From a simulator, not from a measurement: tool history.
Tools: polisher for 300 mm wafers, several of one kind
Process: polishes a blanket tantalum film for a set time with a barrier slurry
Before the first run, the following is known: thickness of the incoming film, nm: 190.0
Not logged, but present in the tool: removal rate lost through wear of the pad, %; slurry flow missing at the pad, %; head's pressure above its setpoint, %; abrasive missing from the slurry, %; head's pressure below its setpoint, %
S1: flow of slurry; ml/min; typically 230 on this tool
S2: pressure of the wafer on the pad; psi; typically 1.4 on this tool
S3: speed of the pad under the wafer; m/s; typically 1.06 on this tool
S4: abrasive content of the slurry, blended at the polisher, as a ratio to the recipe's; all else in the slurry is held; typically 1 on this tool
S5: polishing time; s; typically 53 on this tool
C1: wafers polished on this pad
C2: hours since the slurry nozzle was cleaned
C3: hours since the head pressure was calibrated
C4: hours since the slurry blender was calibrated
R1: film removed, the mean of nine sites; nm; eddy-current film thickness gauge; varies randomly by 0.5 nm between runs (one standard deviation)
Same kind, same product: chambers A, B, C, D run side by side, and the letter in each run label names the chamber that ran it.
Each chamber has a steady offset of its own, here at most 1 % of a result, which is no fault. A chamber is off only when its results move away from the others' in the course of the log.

run   hour   S1   S2    S3  S4  S5    C1     C2     C3     C4      R1
 1B    6.8  230  1.4  1.06   1  53   423  361.4  553.4  169.8  76.831
      10.2  -- chamber B: head pressure recalibrated
 2A   10.6  230  1.4  1.06   1  53   324   12.7  321.3  287.7  75.411
      15.7  -- chamber A: slurry blender recalibrated
 3D   18.1  230  1.4  1.06   1  53   747  518.2  856.5  268.4   77.21
        21  -- chamber D: worn pad replaced by a new one
 4C   22.8  230  1.4  1.06   1  53   630   83.4  633.3  254.3  76.902
 5B     27  230  1.4  1.06   1  53   562  381.6   16.9    190   76.74
 6A   31.2  230  1.4  1.06   1  53   465   33.3  341.9   15.5  76.726
      35.3  -- chamber C: worn pad replaced by a new one
 7D     36  155  1.4  1.06   1  53   103  536.1  874.4  286.3  71.991
      37.7  -- chamber C: slurry blender recalibrated
 8C   41.4  155  1.4  1.06   1  53    42    102  651.9    3.7  72.556
 9B     46  155  1.4  1.06   1  53   692  400.6   35.9    209   72.94
10C   49.7  155  1.4  1.06   1  53    99  110.3  660.2     12    72.9
11A   54.8  190  1.4   0.8   1  53   627   56.9  365.5   39.1  56.395
      56.5  -- chamber B: slurry nozzle cleaned
12D   61.9  190  1.4   0.8   1  53   280    562  900.3  312.2  56.103
      64.7  -- chamber D: slurry nozzle cleaned
      66.9  -- chamber D: slurry blender recalibrated
13A   67.7  190  1.4   0.8   1  53   715   69.8  378.4     52  55.797
14D   73.4  190  1.4   0.8   1  53   359    8.7  911.8    6.5  55.674
15B   79.2  230  1.4  1.06   1  53   919   22.7   69.1  242.2  76.378
16C   84.7  230  1.4  1.06   1  53   338  145.3  695.2     47  76.798
17D   90.3  230  1.4  1.06   1  53   475   25.6  928.7   23.4  76.991
18C     97  230  1.4  1.06   1  53   423  157.6  707.5   59.3  76.686
19B  102.3  230  1.4  1.06   1  53  1077   45.8   92.2  265.3  76.485
     103.9  -- chamber D: head pressure recalibrated
20A  109.3  230  1.4  1.06   1  53  1000  111.4    420   93.6  76.491
21A  115.3  230  1.7   1.4   1  53  1041  117.4    426   99.6  123.17
22D  121.1  230  1.7   1.4   1  53   686   56.4   17.2   54.2   117.4
     124.3  -- chamber D: worn pad replaced by a new one
23C  125.9  230  1.7   1.4   1  53   621  186.5  736.4   88.2  123.47
     127.7  -- chamber C: worn pad replaced by a new one
24B  130.7  230  1.7   1.4   1  53  1272   74.2  120.6  293.7  124.23
     132.4  -- chamber B: worn pad replaced by a new one
25D  137.5  230  1.4  1.06   1  53    90   72.8   33.6   70.6  72.396
     138.4  -- chamber C: slurry nozzle cleaned
26A  143.9  200  1.4  1.06   1  53  1237    146  454.6  128.2  75.034
27B  149.2  200  1.4  1.06   1  53   115   92.7  139.1  312.2   74.49
28C  152.5  200  1.4  1.06   1  53   170   14.2    763  114.8  75.917
29B  158.1  200  1.4  1.06   1  53   176  101.6    148  321.1   75.31
30A  163.1  230  1.4  1.06   1  53  1369  165.2  473.8  147.4  75.476

Predict what each chamber gives when all 4 of them run the settings below next.
31A  168.5  230  1.4  1.06   1  53                   ?
31B  168.5  230  1.4  1.06   1  53                   ?
31C  168.5  230  1.4  1.06   1  53                   ?
31D  168.5  230  1.4  1.06   1  53                   ?

run      R1
31A  76.567
31B  76.381
31C  76.383
31D  72.407
